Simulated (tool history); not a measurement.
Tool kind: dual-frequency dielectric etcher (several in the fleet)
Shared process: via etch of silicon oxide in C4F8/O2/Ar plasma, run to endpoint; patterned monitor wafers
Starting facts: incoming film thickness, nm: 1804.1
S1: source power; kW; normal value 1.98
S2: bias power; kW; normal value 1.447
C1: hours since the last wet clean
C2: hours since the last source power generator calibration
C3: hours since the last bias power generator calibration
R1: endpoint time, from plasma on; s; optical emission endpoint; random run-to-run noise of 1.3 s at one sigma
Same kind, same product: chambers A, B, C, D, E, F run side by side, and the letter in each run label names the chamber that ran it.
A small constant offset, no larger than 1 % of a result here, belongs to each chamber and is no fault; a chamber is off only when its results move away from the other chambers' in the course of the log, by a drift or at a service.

{"run": "1A", "hour": 3.3, "S1": 1.98, "S2": 1.447, "C1": 356, "C2": 1357.4, "C3": 1313.8, "R1": 388.49}
{"run": "2F", "hour": 6.1, "S1": 1.98, "S2": 1.447, "C1": 445.5, "C2": 1468.9, "C3": 2110.8, "R1": 391.69}
{"run": "3C", "hour": 9.7, "S1": 1.98, "S2": 1.447, "C1": 275.1, "C2": 2061.1, "C3": 179.7, "R1": 395.75}
{"run": "4E", "hour": 13.7, "S1": 1.98, "S2": 1.447, "C1": 185.8, "C2": 2196.6, "C3": 3562.5, "R1": 389.98}
{"run": "5D", "hour": 17.9, "S1": 2.23, "S2": 1.447, "C1": 121.2, "C2": 24.9, "C3": 1794.8, "R1": 373.72}
{"run": "6B", "hour": 21.9, "S1": 2.23, "S2": 1.447, "C1": 331.4, "C2": 2472.7, "C3": 2327.5, "R1": 372.14}
{"run": "7A", "hour": 26.2, "S1": 2.23, "S2": 1.447, "C1": 378.9, "C2": 1380.3, "C3": 1336.7, "R1": 370.49}
{"run": "8C", "hour": 30.3, "S1": 2.23, "S2": 1.447, "C1": 295.7, "C2": 2081.7, "C3": 200.3, "R1": 377.7}
{"run": "9B", "hour": 34.9, "S1": 2.23, "S2": 1.447, "C1": 344.4, "C2": 2485.7, "C3": 2340.5, "R1": 371.35}
{"run": "10D", "hour": 38.7, "S1": 2.23, "S2": 1.447, "C1": 142, "C2": 45.7, "C3": 1815.6, "R1": 374.01}
{"run": "11E", "hour": 42.6, "S1": 1.7, "S2": 1.253, "C1": 214.7, "C2": 2225.5, "C3": 3591.4, "R1": 431.03}
{"run": "12F", "hour": 46.9, "S1": 1.7, "S2": 1.253, "C1": 486.3, "C2": 1509.7, "C3": 2151.6, "R1": 434.21}
{"run": "13C", "hour": 51.0, "S1": 1.7, "S2": 1.253, "C1": 316.4, "C2": 2102.4, "C3": 221, "R1": 438.23}
{"run": "14F", "hour": 54.4, "S1": 1.7, "S2": 1.253, "C1": 493.8, "C2": 1517.2, "C3": 2159.1, "R1": 433.71}
{"hour": 56.0, "done": "chamber A: wet clean of the chamber"}
{"run": "15B", "hour": 58.3, "S1": 1.7, "S2": 1.253, "C1": 367.8, "C2": 2509.1, "C3": 2363.9, "R1": 430.13}
{"run": "16E", "hour": 61.8, "S1": 1.7, "S2": 1.253, "C1": 233.9, "C2": 2244.7, "C3": 3610.6, "R1": 433.39}
{"run": "17A", "hour": 65.4, "S1": 1.98, "S2": 1.447, "C1": 9.4, "C2": 1419.5, "C3": 1375.9, "R1": 388.38}
{"run": "18D", "hour": 68.4, "S1": 2.39, "S2": 1.447, "C1": 171.7, "C2": 75.4, "C3": 1845.3, "R1": 362.79}
{"run": "19E", "hour": 70.6, "S1": 2.39, "S2": 1.447, "C1": 242.7, "C2": 2253.5, "C3": 3619.4, "R1": 361.88}
{"run": "20F", "hour": 73.0, "S1": 2.39, "S2": 1.447, "C1": 512.4, "C2": 1535.8, "C3": 2177.7, "R1": 363.07}
{"run": "21A", "hour": 77.6, "S1": 2.39, "S2": 1.447, "C1": 21.6, "C2": 1431.7, "C3": 1388.1, "R1": 360.85}
{"run": "22B", "hour": 80.4, "S1": 2.39, "S2": 1.447, "C1": 389.9, "C2": 2531.2, "C3": 2386, "R1": 363.5}
{"run": "23D", "hour": 82.9, "S1": 2.39, "S2": 1.447, "C1": 186.2, "C2": 89.9, "C3": 1859.8, "R1": 363.8}
{"run": "24C", "hour": 85.3, "S1": 1.98, "S2": 1.447, "C1": 350.7, "C2": 2136.7, "C3": 255.3, "R1": 387.73}
{"run": "25F", "hour": 89.6, "S1": 1.98, "S2": 1.447, "C1": 529, "C2": 1552.4, "C3": 2194.3, "R1": 390.76}
{"hour": 92.3, "done": "chamber F: wet clean of the chamber"}
{"run": "26B", "hour": 93.1, "S1": 1.98, "S2": 1.447, "C1": 402.6, "C2": 2543.9, "C3": 2398.7, "R1": 390.78}
{"run": "27E", "hour": 96.5, "S1": 1.98, "S2": 1.447, "C1": 268.6, "C2": 2279.4, "C3": 3645.3, "R1": 388.82}
{"run": "28D", "hour": 99.6, "S1": 1.98, "S2": 1.447, "C1": 202.9, "C2": 106.6, "C3": 1876.5, "R1": 392.43}
{"run": "29C", "hour": 103.2, "S1": 1.98, "S2": 1.447, "C1": 368.6, "C2": 2154.6, "C3": 273.2, "R1": 384.19}
{"run": "30A", "hour": 107.1, "S1": 2.4, "S2": 1.447, "C1": 51.1, "C2": 1461.2, "C3": 1417.6, "R1": 360.32}
{"run": "31A", "hour": 109.4, "S1": 2.4, "S2": 1.447, "C1": 53.4, "C2": 1463.5, "C3": 1419.9, "R1": 359.56}
{"run": "32B", "hour": 112.2, "S1": 2.4, "S2": 1.447, "C1": 421.7, "C2": 2563, "C3": 2417.8, "R1": 361.46}
{"run": "33D", "hour": 115.9, "S1": 2.4, "S2": 1.447, "C1": 219.2, "C2": 122.9, "C3": 1892.8, "R1": 361.44}
{"run": "34C", "hour": 120.4, "S1": 2.4, "S2": 1.447, "C1": 385.8, "C2": 2171.8, "C3": 290.4, "R1": 355.25}
{"run": "35F", "hour": 123.4, "S1": 2.4, "S2": 1.447, "C1": 31.1, "C2": 1586.2, "C3": 2228.1, "R1": 360.88}
{"run": "36E", "hour": 128.1, "S1": 1.98, "S2": 1.447, "C1": 300.2, "C2": 2311, "C3": 3676.9, "R1": 390.74}
{"run": "37F", "hour": 132.7, "S1": 1.98, "S2": 1.447, "C1": 40.4, "C2": 1595.5, "C3": 2237.4, "R1": 390.12}
{"run": "38D", "hour": 136.7, "S1": 1.78, "S2": 1.112, "C1": 240, "C2": 143.7, "C3": 1913.6, "R1": 438.22}
{"run": "39B", "hour": 140.6, "S1": 1.78, "S2": 1.112, "C1": 450.1, "C2": 2591.4, "C3": 2446.2, "R1": 435.8}
{"run": "40A", "hour": 143.2, "S1": 1.78, "S2": 1.112, "C1": 87.2, "C2": 1497.3, "C3": 1453.7, "R1": 439.25}
{"run": "41E", "hour": 145.3, "S1": 1.78, "S2": 1.112, "C1": 317.4, "C2": 2328.2, "C3": 3694.1, "R1": 435.92}

All 6 chambers run these settings next. Forecast each chamber's results:
{"run": "42A", "hour": 148.7, "S1": 2.29, "S2": 1.447, "R1": "?"}
{"run": "42B", "hour": 148.7, "S1": 2.29, "S2": 1.447, "R1": "?"}
{"run": "42C", "hour": 148.7, "S1": 2.29, "S2": 1.447, "R1": "?"}
{"run": "42D", "hour": 148.7, "S1": 2.29, "S2": 1.447, "R1": "?"}
{"run": "42E", "hour": 148.7, "S1": 2.29, "S2": 1.447, "R1": "?"}
{"run": "42F", "hour": 148.7, "S1": 2.29, "S2": 1.447, "R1": "?"}

run=42A R1=369.17
run=42B R1=369.42
run=42C R1=354.29
run=42D R1=367.23
run=42E R1=368.9
run=42F R1=369.67
